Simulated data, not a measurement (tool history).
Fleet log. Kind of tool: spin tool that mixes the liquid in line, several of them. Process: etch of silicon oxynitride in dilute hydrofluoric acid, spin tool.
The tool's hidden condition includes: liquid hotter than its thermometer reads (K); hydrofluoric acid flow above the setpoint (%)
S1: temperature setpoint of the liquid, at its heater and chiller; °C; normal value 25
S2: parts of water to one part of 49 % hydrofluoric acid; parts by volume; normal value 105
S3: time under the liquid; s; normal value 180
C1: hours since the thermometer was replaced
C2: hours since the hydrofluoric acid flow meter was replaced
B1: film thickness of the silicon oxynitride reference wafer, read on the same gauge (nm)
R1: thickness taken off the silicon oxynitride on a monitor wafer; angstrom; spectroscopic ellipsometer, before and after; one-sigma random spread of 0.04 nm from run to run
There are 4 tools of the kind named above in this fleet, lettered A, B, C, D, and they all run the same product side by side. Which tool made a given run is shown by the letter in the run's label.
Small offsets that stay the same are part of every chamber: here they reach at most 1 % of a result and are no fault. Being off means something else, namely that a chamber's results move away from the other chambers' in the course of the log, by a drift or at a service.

| run | hour | S1 | S2 | S3 | C1 | C2 | B1 | R1 |
|---|---|---|---|---|---|---|---|---|
| 1D | 11 | 25 | 105 | 180 | 1819.8 | 1159.7 | 80.015 | 51.703 |
| 2B | 25.4 | 25 | 105 | 180 | 428.6 | 1814.9 | 80.005 | 52.428 |
| 3A | 36.6 | 25 | 105 | 180 | 1415 | 1796 | 80.03 | 51.9 |
| 4C | 47.3 | 25 | 105 | 180 | 142.5 | 1103 | 79.97 | 52.835 |
|  | 50 | chamber D: thermometer replaced |
| 5C | 60 | 25 | 105 | 180 | 155.2 | 1115.7 | 80 | 51.987 |
| 6D | 74.3 | 25 | 80 | 180 | 24.4 | 1223 | 80.007 | 69.792 |
| 7A | 88.6 | 25 | 80 | 180 | 1467 | 1848 | 80.028 | 70.107 |
| 8B | 102.2 | 25 | 80 | 180 | 505.4 | 1891.7 | 80.009 | 70.239 |
| 9B | 115.2 | 25 | 80 | 180 | 518.4 | 1904.7 | 80.007 | 68.961 |
| 10C | 130.8 | 25 | 105 | 180 | 226 | 1186.5 | 79.963 | 52.475 |
| 11D | 144.9 | 25 | 105 | 180 | 95 | 1293.6 | 80.03 | 52.762 |
| 12A | 157.3 | 25 | 105 | 180 | 1535.7 | 1916.7 | 79.98 | 52.639 |
|  | 166.7 | chamber A: hydrofluoric acid flow meter replaced |
| 13A | 169 | 25 | 105 | 180 | 1547.4 | 2.4 | 79.996 | 51.401 |
| 14B | 183.8 | 25 | 105 | 180 | 587 | 1973.3 | 79.98 | 51.768 |
| 15C | 192.2 | 25 | 105 | 180 | 287.4 | 1247.9 | 79.994 | 52.977 |
| 16D | 201.9 | 25 | 105 | 180 | 152 | 1350.6 | 79.978 | 53.245 |
| 17D | 211.3 | 21 | 105 | 180 | 161.4 | 1360 | 79.993 | 44.043 |
| 18B | 218.5 | 21 | 105 | 180 | 621.7 | 2008 | 79.993 | 43.053 |
| 19C | 231 | 21 | 105 | 180 | 326.2 | 1286.7 | 79.972 | 43.576 |
| 20A | 246.5 | 21 | 105 | 180 | 1624.9 | 79.9 | 79.992 | 43.545 |
| 21D | 258.2 | 22.5 | 105 | 80 | 208.3 | 1406.9 | 80.028 | 21.537 |
| 22A | 272.6 | 22.5 | 105 | 80 | 1651 | 106 | 79.968 | 20.77 |
| 23B | 285.5 | 22.5 | 105 | 80 | 688.7 | 2075 | 80.004 | 20.722 |
| 24C | 293.9 | 22.5 | 105 | 80 | 389.1 | 1349.6 | 80.002 | 20.499 |
| 25C | 306.1 | 25 | 135 | 265 | 401.3 | 1361.8 | 79.984 | 59.018 |
| 26A | 319.3 | 25 | 135 | 265 | 1697.7 | 152.7 | 79.969 | 58.116 |
| 27D | 330.6 | 25 | 135 | 265 | 280.7 | 1479.3 | 80.006 | 60.562 |
| 28B | 340.5 | 25 | 135 | 265 | 743.7 | 2130 | 79.988 | 58.364 |
| 29A | 348.9 | 25 | 155 | 180 | 1727.3 | 182.3 | 79.975 | 33.778 |
| 30C | 363.1 | 25 | 155 | 180 | 458.3 | 1418.8 | 79.986 | 34.09 |
| 31D | 375.4 | 25 | 155 | 180 | 325.5 | 1524.1 | 79.997 | 35.541 |
| 32B | 388.7 | 25 | 155 | 180 | 791.9 | 2178.2 | 79.994 | 34.405 |
| 33B | 403.3 | 25 | 105 | 180 | 806.5 | 2192.8 | 80.006 | 52.052 |
| 34A | 414.3 | 25 | 105 | 180 | 1792.7 | 247.7 | 79.989 | 52.363 |
|  | 419.1 | chamber C: hydrofluoric acid flow meter replaced |
| 35C | 422.8 | 25 | 105 | 180 | 518 | 3.8 | 80.006 | 52.088 |
| 36D | 430.9 | 25 | 105 | 180 | 381 | 1579.6 | 79.993 | 56.025 |
| 37C | 443.5 | 25 | 105 | 180 | 538.7 | 24.5 | 80.031 | 52.965 |

Each of the 4 chambers runs these same settings next. Fill in every chamber's results:
| 38A | 454.8 | 27.5 | 105 | 180 |  |  |  | ? |
| 38B | 454.8 | 27.5 | 105 | 180 |  |  |  | ? |
| 38C | 454.8 | 27.5 | 105 | 180 |  |  |  | ? |
| 38D | 454.8 | 27.5 | 105 | 180 |  |  |  | ? |

| run | R1 |
|---|---|
| 38A | 58.402 |
| 38B | 59.079 |
| 38C | 59.884 |
| 38D | 63.156 |
